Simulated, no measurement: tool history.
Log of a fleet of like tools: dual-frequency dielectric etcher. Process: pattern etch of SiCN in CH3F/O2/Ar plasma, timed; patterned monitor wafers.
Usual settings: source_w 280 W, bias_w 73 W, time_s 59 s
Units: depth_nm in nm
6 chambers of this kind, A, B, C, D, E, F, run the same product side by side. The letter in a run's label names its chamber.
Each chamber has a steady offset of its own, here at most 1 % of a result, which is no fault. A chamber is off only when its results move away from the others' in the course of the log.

run	hour	source_w	bias_w	time_s	hours since the last wet clean	hours since the last source power generator calibration	hours since the last bias power generator calibration	read-back reference wafer on the same gauge, depth_nm	depth_nm
1E	11.5	280	73	59	59.2	1460.5	1351.6	19.709	19.434
2A	18.2	280	73	59	477.5	1668.9	1380.1	19.710	19.434
3B	25.4	280	73	59	60.5	457.6	1502.9	19.693	19.555
4D	32.5	280	73	59	444.0	3176.3	518.0	19.696	19.525
5C	40.0	280	73	59	353.7	1172.7	1137.6	19.694	19.477
6F	50.2	280	73	59	403.4	626.7	502.1	19.695	19.717
7E	56.3	280	64	52	104.0	1505.3	1396.4	19.710	16.235
8B	65.3	280	64	52	100.4	497.5	1542.8	19.690	16.303
9D	75.1	280	64	52	486.6	3218.9	560.6	19.695	16.410
10F	83.9	280	64	52	437.1	660.4	535.8	19.703	16.511
11A	95.2	280	64	52	554.5	1745.9	1457.1	19.701	16.396
12C	101.8	280	64	52	415.5	1234.5	1199.4	19.689	16.388
13F	108.9	280	73	59	462.1	685.4	560.8	19.723	19.633
14C	117.6	280	73	59	431.3	1250.3	1215.2	19.710	19.626
15A	128.5	280	73	59	587.8	1779.2	1490.4	19.708	19.537
16E	133.6	280	73	59	181.3	1582.6	1473.7	19.690	19.339
17B	140.9	280	73	59	176.0	573.1	1618.4	19.681	19.431
# hour 147.2: chamber D: wet clean of the chamber
18D	149.5	280	73	59	2.4	3293.3	635.0	19.704	19.006
19B	158.3	280	73	59	193.4	590.5	1635.8	19.683	19.390
# hour 163.3: chamber F: wet clean of the chamber
20E	163.5	280	73	59	211.2	1612.5	1503.6	19.692	19.352
21F	171.1	280	73	59	7.8	747.6	623.0	19.692	19.641
22C	176.8	280	57	59	490.5	1309.5	1274.4	19.708	17.892
23A	181.8	280	57	59	641.1	1832.5	1543.7	19.683	17.889
# hour 188.1: chamber A: wet clean of the chamber
24D	190.2	280	57	59	43.1	3334.0	675.7	19.699	17.316
25D	197.0	280	57	59	49.9	3340.8	682.5	19.690	17.436
26E	206.5	280	57	59	254.2	1655.5	1546.6	19.685	17.760
27F	213.3	280	57	59	50.0	789.8	665.2	19.712	17.944
28B	224.6	280	73	59	259.7	656.8	1702.1	19.710	19.447
29C	235.5	280	73	43	549.2	1368.2	1333.1	19.714	14.305
# hour 240.4: chamber C: wet clean of the chamber
30A	245.3	280	73	43	57.2	1896.0	1607.2	19.687	14.047
31E	256.3	280	73	43	304.0	1705.3	1596.4	19.686	14.128
32A	266.5	280	73	43	78.4	1917.2	1628.4	19.704	14.173
33C	275.1	280	73	43	34.8	1407.8	1372.7	19.705	14.209
34B	280.7	280	73	43	315.8	712.9	1758.2	19.704	14.189
35F	288.0	280	73	59	124.7	864.5	739.9	19.688	19.515
36D	293.4	280	73	59	146.3	3437.2	778.9	19.710	18.918
37E	303.8	280	73	59	351.5	1752.8	1643.9	19.706	19.484
38C	315.0	280	73	59	74.7	1447.7	1412.6	19.686	19.491
39B	321.0	280	73	59	356.1	753.2	1798.5	19.700	19.468
40F	330.8	280	73	59	167.5	907.3	782.7	19.684	19.536
41D	339.0	320	66	59	191.9	3482.8	824.5	19.703	19.189
42A	345.1	320	66	59	157.0	1995.8	1707.0	19.695	19.595

All 6 chambers run these settings next. Forecast each chamber's results:
43A	353.4	280	73	59					?
43B	353.4	280	73	59					?
43C	353.4	280	73	59					?
43D	353.4	280	73	59					?
43E	353.4	280	73	59					?
43F	353.4	280	73	59					?

run	depth_nm
43A	19.408
43B	19.397
43C	19.513
43D	19.074
43E	19.412
43F	19.641
